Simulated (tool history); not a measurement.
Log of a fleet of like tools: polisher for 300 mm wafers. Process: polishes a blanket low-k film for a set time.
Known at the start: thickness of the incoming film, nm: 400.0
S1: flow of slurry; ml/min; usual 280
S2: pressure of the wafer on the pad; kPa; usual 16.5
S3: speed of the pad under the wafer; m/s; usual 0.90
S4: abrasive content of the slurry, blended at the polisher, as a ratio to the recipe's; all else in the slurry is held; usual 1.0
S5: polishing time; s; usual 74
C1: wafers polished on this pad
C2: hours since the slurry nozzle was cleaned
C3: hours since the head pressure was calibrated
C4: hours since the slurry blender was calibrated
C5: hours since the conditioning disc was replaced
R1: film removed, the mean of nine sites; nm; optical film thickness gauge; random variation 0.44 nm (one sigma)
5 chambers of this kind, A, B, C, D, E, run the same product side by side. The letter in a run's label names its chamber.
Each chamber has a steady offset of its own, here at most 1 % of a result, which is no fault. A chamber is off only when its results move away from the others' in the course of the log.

run,hour,S1,S2,S3,S4,S5,C1,C2,C3,C4,C5,R1
1E,4.6,280,16.5,0.90,1.0,74,704,449.3,653.9,48.5,136.1,39.477
2B,8.0,280,16.5,0.90,1.0,74,343,387.8,523.3,123.2,195.2,40.005
# hour 11.5: chamber D: worn pad replaced by a new one
3C,12.4,280,16.5,0.90,1.0,74,124,94.4,309.6,118.8,82.2,39.607
4D,18.3,280,16.5,0.90,1.0,74,57,105.0,44.0,358.0,179.9,39.311
5A,21.5,280,16.5,0.90,1.0,74,280,65.3,151.9,38.7,224.8,39.913
# hour 27.1: chamber B: worn pad replaced by a new one
6C,27.1,280,16.5,0.90,1.0,74,248,109.1,324.3,133.5,96.9,39.424
7D,30.7,280,16.5,0.90,1.0,74,162,117.4,56.4,370.4,192.3,40.246
8A,33.6,280,16.5,0.90,1.0,74,382,77.4,164.0,50.8,236.9,40.276
9B,38.0,280,16.5,0.90,1.0,74,92,417.8,553.3,153.2,225.2,39.560
# hour 42.7: chamber D: slurry blender recalibrated
10E,43.0,280,16.5,0.90,1.0,74,1028,487.7,692.3,86.9,174.5,39.684
11A,48.3,280,16.5,0.90,1.0,74,506,92.1,178.7,65.5,251.6,39.461
12D,52.5,280,16.5,0.90,1.0,74,346,139.2,78.2,9.9,214.1,39.804
13C,55.1,280,16.5,0.90,1.0,74,484,137.1,352.3,161.5,124.9,39.839
14E,58.0,280,16.5,0.90,1.0,74,1155,502.7,707.3,101.9,189.5,39.221
# hour 60.7: chamber C: slurry blender recalibrated
15B,62.1,280,16.5,0.90,1.0,74,296,441.9,577.4,177.3,249.3,40.205
# hour 62.6: chamber E: conditioning disc replaced and pad reconditioned
16E,67.7,280,16.5,0.90,1.0,74,1237,512.4,717.0,111.6,5.2,39.591
# hour 67.9: chamber A: worn pad replaced by a new one
# hour 69.4: chamber D: worn pad replaced by a new one
17C,73.2,280,16.5,0.90,1.0,74,637,155.2,370.4,12.5,143.0,40.364
18B,76.2,280,16.5,0.90,1.0,85,415,456.0,591.5,191.4,263.4,45.925
19D,79.7,280,16.5,0.90,1.0,85,87,166.4,105.4,37.1,241.3,44.617
# hour 82.8: chamber B: slurry blender recalibrated
20A,84.5,280,16.5,0.90,1.0,85,140,128.3,214.9,101.7,287.8,46.443
21A,87.7,280,16.5,0.90,1.0,85,167,131.5,218.1,104.9,291.0,46.141
22D,91.8,280,16.5,0.90,1.0,85,189,178.5,117.5,49.2,253.4,45.627
# hour 92.9: chamber C: conditioning disc replaced and pad reconditioned
23E,95.4,280,16.5,0.90,1.0,74,1471,540.1,744.7,139.3,32.9,38.520
# hour 99.4: chamber B: worn pad replaced by a new one
# hour 100.2: chamber C: worn pad replaced by a new one
24B,101.3,280,16.5,0.90,1.0,74,16,481.1,616.6,18.6,288.5,39.193
# hour 102.0: chamber B: head pressure recalibrated
25C,104.7,280,16.5,0.90,1.0,74,38,186.7,401.9,44.0,11.9,40.150
26E,109.0,280,16.5,0.90,1.0,74,1586,553.7,758.3,152.9,46.5,38.666
27C,112.4,280,16.5,0.90,1.0,74,103,194.4,409.6,51.7,19.6,39.695
# hour 112.9: chamber B: conditioning disc replaced and pad reconditioned
28D,117.0,280,16.5,0.90,1.0,74,402,203.7,142.7,74.4,278.6,39.674
29A,120.4,280,16.5,0.90,1.0,74,444,164.2,250.8,137.6,323.7,40.103
# hour 124.6: chamber C: head pressure recalibrated
30B,125.7,280,16.5,0.90,1.0,74,222,505.5,23.7,43.0,12.8,38.907
31D,129.0,280,16.5,0.90,1.0,74,504,215.7,154.7,86.4,290.6,39.786
32B,133.5,280,16.5,0.90,1.0,74,288,513.3,31.5,50.8,20.6,40.364
33E,136.8,280,16.5,0.90,1.0,74,1821,581.5,786.1,180.7,74.3,36.964
34A,139.5,280,16.5,0.90,1.0,74,605,183.3,269.9,156.7,342.8,39.578
# hour 140.9: chamber D: worn pad replaced by a new one
35C,143.5,280,16.5,0.90,1.0,74,365,225.5,19.0,82.8,50.7,39.822
# hour 146.4: chamber E: slurry nozzle cleaned
36B,146.8,280,20.7,0.90,1.0,74,400,526.6,44.8,64.1,33.9,50.256
37D,150.6,280,20.7,0.90,1.0,74,82,237.3,176.3,108.0,312.2,49.959
# hour 152.8: chamber A: worn pad replaced by a new one
38E,155.8,280,20.7,0.90,1.0,74,1981,9.4,805.1,199.7,93.3,46.294
39A,160.3,280,20.7,0.90,1.0,74,63,204.1,290.7,177.5,363.6,48.458
40C,163.6,280,20.7,0.90,1.0,74,535,245.6,39.1,102.9,70.8,50.032
41C,167.7,370,16.5,0.62,1.0,74,570,249.7,43.2,107.0,74.9,30.011
# hour 168.5: chamber B: worn pad replaced by a new one
42D,173.3,370,16.5,0.62,1.0,74,273,260.0,199.0,130.7,334.9,30.454
43B,176.7,370,16.5,0.62,1.0,74,69,556.5,74.7,94.0,63.8,30.464

All 5 chambers run these settings next. Forecast each chamber's results:
44A,181.0,280,16.5,0.90,1.1,74,,,,,,?
44B,181.0,280,16.5,0.90,1.1,74,,,,,,?
44C,181.0,280,16.5,0.90,1.1,74,,,,,,?
44D,181.0,280,16.5,0.90,1.1,74,,,,,,?
44E,181.0,280,16.5,0.90,1.1,74,,,,,,?

run,R1
44A,41.335
44B,41.317
44C,41.252
44D,41.313
44E,37.427
